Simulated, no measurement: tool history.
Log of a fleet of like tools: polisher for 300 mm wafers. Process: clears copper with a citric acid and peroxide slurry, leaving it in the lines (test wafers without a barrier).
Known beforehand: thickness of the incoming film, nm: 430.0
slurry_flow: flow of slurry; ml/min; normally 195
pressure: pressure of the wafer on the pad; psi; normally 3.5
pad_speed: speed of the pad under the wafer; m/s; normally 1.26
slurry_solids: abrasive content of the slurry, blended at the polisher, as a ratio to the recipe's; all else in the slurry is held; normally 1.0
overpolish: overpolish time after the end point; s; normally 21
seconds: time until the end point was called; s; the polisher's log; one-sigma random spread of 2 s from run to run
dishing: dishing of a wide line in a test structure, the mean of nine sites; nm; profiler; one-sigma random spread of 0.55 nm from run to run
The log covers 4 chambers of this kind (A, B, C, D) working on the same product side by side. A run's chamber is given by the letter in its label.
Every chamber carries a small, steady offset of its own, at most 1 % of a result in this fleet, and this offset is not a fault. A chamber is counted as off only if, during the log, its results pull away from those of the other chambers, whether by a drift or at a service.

run   hour  slurry_flow  pressure  pad_speed  slurry_solids  overpolish  seconds  dishing
 1C    2.7          195       3.5       1.26            1.0          21   139.90   44.098
 2A    5.4          195       3.5       1.26            1.0          21   136.96   44.780
 3D   10.7          195       3.5       1.26            1.0          21   142.95   43.606
 4B   15.1          195       3.5       1.26            1.0          21   137.53   43.648
      16.4  -- chamber D: slurry blender recalibrated
 5D   18.3          195       3.5       1.26            1.0          21   134.41   44.231
 6C   20.9          195       3.5       1.26            1.0          21   140.66   45.239
 7A   24.0          195       3.5       1.26            1.0          21   140.17   44.818
 8B   26.9          195       3.5       1.26            1.0          21   139.55   43.816
 9C   30.5          195       3.5       1.26            1.0          21   140.60   43.501
10A   35.2          195       3.5       1.26            1.0          21   140.49   44.730
      35.5  -- chamber C: worn pad replaced by a new one
      38.3  -- chamber B: worn pad replaced by a new one
11D   40.3          195       3.5       1.26            1.0          21   141.88   43.255
      44.1  -- chamber A: head pressure recalibrated
12B   45.0          195       3.5       1.26            0.8          21   150.56   41.261
13C   48.0          195       3.5       1.26            0.8          21   149.32   42.761
14A   53.6          195       3.5       1.26            0.8          21   151.02   43.273
15B   57.6          195       3.5       1.26            0.8          21   148.31   42.409
16D   62.5          195       3.5       1.26            1.0          21   142.24   43.080
17B   68.2          195       3.5       1.26            1.0          21   140.82   43.573
18C   71.4          195       3.5       1.26            1.0          21   140.68   44.245
19D   75.3          195       3.5       1.26            1.0          21   146.34   42.611
20A   77.9          195       3.5       1.26            1.0          28   142.74   57.378
21A   82.4          195       3.5       1.26            1.0          28   141.17   56.454
      84.8  -- chamber B: slurry blender recalibrated
22C   85.1          195       3.5       1.26            1.0          28   138.76   55.336
23B   90.1          195       3.5       1.26            1.0          28   139.39   56.781
24D   93.5          195       3.5       1.26            1.0          33   150.74   60.183
25C   98.9          195       3.5       1.26            1.0          33   136.65   63.963
26D  103.0          195       3.5       1.26            1.0          33   151.76   60.901
27B  108.0          195       3.5       1.26            1.0          33   142.61   64.620
28A  113.1          195       3.5       1.26            1.0          21   142.50   44.606
29D  116.2          195       3.5       1.26            1.0          21   151.51   40.652
     116.5  -- chamber A: worn pad replaced by a new one
30B  119.4          195       3.5       1.26            1.0          21   141.37   44.549
31A  125.2          195       3.5       1.26            1.0          21   141.31   44.572
32C  128.5          195       3.5       1.26            1.0          21   137.20   44.192
33B  131.7          195       3.5       1.26            1.0          21   139.48   43.931
     136.5  -- chamber D: slurry nozzle cleaned
34D  137.0          195       3.5       1.26            1.0          21   157.84   39.673

Read the log: is a single chamber off, either drifting away or since a service, is the gauge that measures every chamber drifting, or is nothing wrong beyond small per-chamber offsets? Name any odd chamber and what most likely caused it.

It is chamber D that slowly wanders off from its peers.
Cause: removal rate lost through wear of the pad, % = 11.1.
It could be hard to tell apart here from: head's pressure below its setpoint, %.

Below are 4 candidate recipes for chamber D's next run, each the usual settings with a change, their results shown as question marks. Which of them brings D's results back in line with what the other chambers give on the usual settings?
A result is in line if it is within this distance of the other chambers' mean on the usual settings: seconds 6.90 s; dishing 1.900 nm
35D-1  141.2          195       3.6       1.28            1.0          21        ?        ?
35D-2  141.2          195       3.4       1.24            1.0          21        ?        ?
35D-3  141.2          195       3.3       1.18            1.0          21        ?        ?
35D-4  141.2          195       3.7       1.34            1.0          21        ?        ?

Other chambers, usual settings, mean: seconds 139.41 s; dishing 44.496 nm
  run  seconds  dishing
35D-1   149.48   41.556
35D-2   163.13   38.397
35D-3   176.31   35.811
35D-4   139.12   44.278
It is 35D-4 that realigns the chamber with its peers.

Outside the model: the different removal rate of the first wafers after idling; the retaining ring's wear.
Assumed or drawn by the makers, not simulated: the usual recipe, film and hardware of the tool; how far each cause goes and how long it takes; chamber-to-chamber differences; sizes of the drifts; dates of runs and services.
